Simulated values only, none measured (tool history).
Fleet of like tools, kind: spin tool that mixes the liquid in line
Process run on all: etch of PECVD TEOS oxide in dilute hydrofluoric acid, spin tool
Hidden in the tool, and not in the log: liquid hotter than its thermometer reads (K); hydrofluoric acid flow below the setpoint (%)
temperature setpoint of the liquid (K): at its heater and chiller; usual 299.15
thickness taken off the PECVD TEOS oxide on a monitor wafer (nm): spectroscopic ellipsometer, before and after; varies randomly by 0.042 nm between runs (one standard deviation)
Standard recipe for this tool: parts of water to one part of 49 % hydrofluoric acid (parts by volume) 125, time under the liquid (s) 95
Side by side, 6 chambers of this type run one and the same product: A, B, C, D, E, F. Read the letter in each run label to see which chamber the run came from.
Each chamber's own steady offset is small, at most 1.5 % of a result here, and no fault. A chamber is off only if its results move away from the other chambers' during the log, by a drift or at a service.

run,hour,temperature setpoint of the liquid (K),parts of water to one part of 49 % hydrofluoric acid (parts by volume),time under the liquid (s),hours since the thermometer was replaced,hours since the hydrofluoric acid flow meter was replaced,"read-back film thickness of the PECVD TEOS oxide reference wafer, read on the same gauge (nm)",thickness taken off the PECVD TEOS oxide on a monitor wafer (nm)
1A,3.4,299.15,125,95,707.3,1144.8,40.009,8.0515
2E,8.4,299.15,125,95,905.6,268,39.995,7.9971
3B,15.5,299.15,125,95,1990.4,112.7,39.992,7.9894
4C,21,299.15,125,95,766.4,510.1,39.999,7.9453
5D,25,299.15,125,50,815.5,799.6,40.003,4.201
6F,31.2,299.15,125,50,638.2,932.4,39.994,4.2276
7B,38.3,299.15,125,50,2013.2,135.5,39.955,4.219
8F,41.6,299.15,125,50,648.6,942.8,39.996,4.2051
9C,44.9,299.15,125,50,790.3,534,40.006,4.219
10D,48.8,299.15,125,50,839.3,823.4,40.012,4.2326
11E,54.4,299.15,125,95,951.6,314,40.019,7.9861
12A,59,296.65,175,95,762.9,1200.4,40.013,4.9572
13A,63.5,296.65,175,95,767.4,1204.9,40.018,4.9566
14F,67.1,296.65,175,95,674.1,968.3,40,4.8867
15D,70.6,296.65,175,95,861.1,845.2,39.994,4.8854
16B,76.8,296.65,175,95,2051.7,174,40.032,4.9043
17C,80.8,296.65,175,95,826.2,569.9,39.995,4.8531
18E,84.6,299.15,125,95,981.8,344.2,40.004,7.9367
19A,89,299.15,125,95,792.9,1230.4,39.98,8.0625
20B,92.3,299.15,125,95,2067.2,189.5,40.016,7.9928
21F,98.7,299.15,125,95,705.7,999.9,39.981,7.9707
22C,102.2,299.15,125,95,847.6,591.3,40.003,8.0246
23E,108.3,299.15,70,125,1005.5,367.9,39.979,19.959
24D,112.6,299.15,70,125,903.1,887.2,39.994,20.206
25A,118.9,299.15,70,125,822.8,1260.3,40.008,19.986
26B,125.8,299.15,70,125,2100.7,223,39.996,20.06
27C,130.2,299.15,70,125,875.6,619.3,40.002,20.573
28E,135.9,299.15,70,125,1033.1,395.5,39.996,20.057
29F,140.2,299.15,125,95,747.2,1041.4,40.017,8.0793
30D,143.5,299.15,125,95,934,918.1,40.042,8.024
31C,147.4,299.15,125,95,892.8,636.5,40.016,7.9429
32D,154,299.15,125,95,944.5,928.6,40.072,8.0595
33F,157.8,299.15,125,95,764.8,1059,40,7.9959
34A,161.7,299.15,125,95,865.6,1303.1,40.004,8.0714
35E,168.2,299.15,145,95,1065.4,427.8,40.014,6.695
36B,175.4,299.15,145,95,2150.3,272.6,39.997,6.8
37A,181.5,299.15,145,95,885.4,1322.9,39.987,6.7633
38F,186.1,299.15,145,95,793.1,1087.3,40.026,6.6892
39B,189.7,299.15,145,95,2164.6,286.9,40.025,6.7539
40D,196.4,299.15,145,95,986.9,971,39.962,6.7672

What goes on in this fleet: one chamber off, a drifting gauge, or nothing beyond the chambers' own small offsets? Name the chamber and the cause, if any.

Beyond each chamber's small constant offset nothing stands out, and the gauge stays steady.
